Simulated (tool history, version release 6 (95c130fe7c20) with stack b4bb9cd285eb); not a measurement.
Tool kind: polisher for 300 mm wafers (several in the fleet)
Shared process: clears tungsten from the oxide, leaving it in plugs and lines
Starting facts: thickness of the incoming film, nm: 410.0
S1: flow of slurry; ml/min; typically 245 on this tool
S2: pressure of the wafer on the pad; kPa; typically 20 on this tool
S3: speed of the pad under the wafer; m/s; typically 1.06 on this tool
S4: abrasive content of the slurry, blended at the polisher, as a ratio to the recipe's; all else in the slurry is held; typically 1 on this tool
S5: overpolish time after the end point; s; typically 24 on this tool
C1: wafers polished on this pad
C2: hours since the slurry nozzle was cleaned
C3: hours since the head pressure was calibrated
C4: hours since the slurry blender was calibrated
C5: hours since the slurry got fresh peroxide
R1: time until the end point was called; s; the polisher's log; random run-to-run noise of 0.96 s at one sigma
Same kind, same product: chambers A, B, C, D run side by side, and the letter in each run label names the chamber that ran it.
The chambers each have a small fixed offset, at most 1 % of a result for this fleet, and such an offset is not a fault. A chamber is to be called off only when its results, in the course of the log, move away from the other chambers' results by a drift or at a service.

run     day   S1    S2    S3  S4  S5    C1     C2     C3     C4     C5      R1
      0.075  -- chamber A: slurry blender recalibrated
 1D   0.492  245    20  1.06   1  24    81  264.6    311  184.4    123  119.08
      0.758  -- chamber B: slurry tank refilled with fresh slurry and peroxide
 2B   1.079  245    20  1.06   1  24   747  440.2     41  135.2    7.8   116.7
      1.238  -- chamber C: slurry tank refilled with fresh slurry and peroxide
      1.317  -- chamber C: slurry blender recalibrated
      1.325  -- chamber B: worn pad replaced by a new one
 3C   1.479  245    20  1.06   1  24  1157   68.1  202.1    3.9    5.9  117.51
 4A   1.829  245    20  1.06   1  24   645  246.6  491.5   42.1  102.1  120.11
      2.067  -- chamber D: slurry tank refilled with fresh slurry and peroxide
      2.358  -- chamber B: slurry blender recalibrated
 5A   2.358  245    20  1.06   1  33   730  259.3  504.2   54.8  114.8  117.74
 6B     2.8  245    20  1.06   1  33   238  481.5   82.3   10.6   49.1  119.25
 7C   3.121  245    20  1.06   1  33  1422  107.5  241.5   43.3   45.3  119.48
      3.271  -- chamber C: worn pad replaced by a new one
 8D   3.488  245    20  1.06   1  33   566  336.5  382.9  256.3   34.2  117.64
      3.638  -- chamber A: slurry tank refilled with fresh slurry and peroxide
 9A   3.925  245    20  1.06   1  24   984  296.9  541.8   92.4      7   118.6
10B   4.388  245    20  1.06   1  24   495  519.6  120.4   48.7   87.2  118.27
      4.538  -- chamber D: worn pad replaced by a new one
      4.833  -- chamber B: slurry tank refilled with fresh slurry and peroxide
11D   4.962  245    20  1.06   1  24    69  371.9  418.3  291.7   69.6  118.88
      5.092  -- chamber A: worn pad replaced by a new one
      5.479  -- chamber D: head pressure recalibrated
12C    5.55  245    20  1.06   1  24   369  165.8  299.8  101.6  103.6  119.95
13B   5.917  245    20  1.06   1  24   743  556.3  157.1   85.4   26.1   117.5
      5.933  -- chamber C: slurry tank refilled with fresh slurry and peroxide
14A   6.296  245    20  1.06   1  24   195  353.8  598.7  149.3   63.9  117.09
      6.608  -- chamber B: worn pad replaced by a new one
15D   6.921  245    20  1.06   1  24   386  418.9   34.7  338.7  116.6  120.14
16C   7.417  245    20  0.74   1  24   671  210.6  344.6  146.4   35.6  177.04
      7.833  -- chamber D: slurry tank refilled with fresh slurry and peroxide
      7.867  -- chamber C: slurry blender recalibrated
17A   7.908  245    20  0.74   1  24   456  392.5  637.4    188  102.6   166.1
       8.05  -- chamber D: slurry blender recalibrated
18B   8.188  245    20  0.74   1  24   255  610.8  211.6  139.9   80.6  168.53
      8.346  -- chamber C: slurry nozzle cleaned
      8.575  -- chamber D: worn pad replaced by a new one
19D   8.612  245    20  0.74   1  24     6  459.5   75.3   13.5   18.7  166.95
      8.667  -- chamber B: slurry tank refilled with fresh slurry and peroxide
20C   9.062  245    20  1.06   1  24   937   17.3  384.1   28.7   75.1  121.92
      9.183  -- chamber A: slurry tank refilled with fresh slurry and peroxide
      9.388  -- chamber A: slurry blender recalibrated
21D   9.467  245    20  1.06   1  24   144    480   95.8     34   39.2  118.66
22B   9.971  245    20  1.06   1  24   544  653.6  254.4  182.7   31.3  119.06
23A  10.438  245    20  1.06   1  24   865  453.2  698.1   25.2   30.1  117.69
     10.462  -- chamber B: slurry blender recalibrated
     10.483  -- chamber C: slurry tank refilled with fresh slurry and peroxide
     10.738  -- chamber A: worn pad replaced by a new one
24C  10.838  245    20  1.22   1  15  1224   59.9  426.7   71.3    8.5  109.15
     11.071  -- chamber C: worn pad replaced by a new one
25C  11.229  245    20  1.22   1  15    25   69.3  436.1   80.7   17.9  110.11
26D  11.754  245    20  1.22   1  15   514  534.9  150.7   88.9   94.1  101.65
     11.792  -- chamber B: worn pad replaced by a new one
     11.942  -- chamber A: head pressure recalibrated
27A  12.175  245    20  1.22   1  15   232  494.9    5.7   66.9   71.8  102.11
28B  12.788  245    20  1.06   1  24   161  721.2    322   55.8   98.9  118.57
     12.854  -- chamber B: slurry tank refilled with fresh slurry and peroxide
     13.012  -- chamber D: slurry tank refilled with fresh slurry and peroxide
29C    13.1  245    20  1.06   1  24   328  114.2    481  125.6   62.8   125.4
     13.233  -- chamber B: slurry nozzle cleaned
     13.542  -- chamber D: worn pad replaced by a new one
     13.567  -- chamber B: head pressure recalibrated
30B  13.625  245    20  1.06   1  24   297    9.5    1.4   75.9   18.5  117.66
31D  13.929  245    20  1.06   1  24    63  587.1  202.9  141.1     22  118.46
32A  14.204  245    20  1.06   1  24   561  543.6   54.4  115.6  120.5  118.45
       14.3  -- chamber C: slurry blender recalibrated
     14.438  -- chamber C: slurry tank refilled with fresh slurry and peroxide
33C  14.625  245  14.5  1.06   1  24   575  150.8  517.6    7.9    4.6  173.29
34D  14.967  245  14.5  1.06   1  24   231    612  227.8    166   46.9  161.38
     15.354  -- chamber A: slurry tank refilled with fresh slurry and peroxide
35B  15.488  245  14.5  1.06   1  24   598   54.2   46.1  120.6   63.2  163.86
36A  16.017  245  14.5  1.06   1  24   854  587.1   97.9  159.1     16  162.87
37A  16.421  245    20  1.06   1  24   920  596.8  107.6  168.8   25.7  119.16
     16.733  -- chamber B: slurry tank refilled with fresh slurry and peroxide
38D  16.754  245    20  1.06   1  24   520  654.9  270.7  208.9   89.8  118.36
     16.908  -- chamber B: worn pad replaced by a new one
39B  17.312  245    20  1.06   1  24    65     98   89.9  164.4     14  118.26
     17.683  -- chamber D: worn pad replaced by a new one
40C  17.867  245    20  1.06   1  24  1100  228.6  595.4   85.7   82.4  127.75
      18.15  -- chamber B: slurry blender recalibrated
     18.342  -- chamber C: slurry nozzle cleaned
     18.371  -- chamber C: worn pad replaced by a new one
41D  18.388  245    20  1.06   1  24   114  694.1  309.9  248.1    129  116.04
42C  18.754  245    20  1.06   1  24    62     10  616.7    107  103.7  129.04
43B  19.117  245    20  1.06   1  24   357  141.3  133.2   23.3   57.3  119.89

Predict what each chamber gives when all 4 of them run the settings below next.
44A  19.567  245  20  1.06   1  24                       ?
44B  19.567  245  20  1.06   1  24                       ?
44C  19.567  245  20  1.06   1  24                       ?
44D  19.567  245  20  1.06   1  24                       ?

run      R1
44A  118.99
44B  119.28
44C  129.89
44D  118.52

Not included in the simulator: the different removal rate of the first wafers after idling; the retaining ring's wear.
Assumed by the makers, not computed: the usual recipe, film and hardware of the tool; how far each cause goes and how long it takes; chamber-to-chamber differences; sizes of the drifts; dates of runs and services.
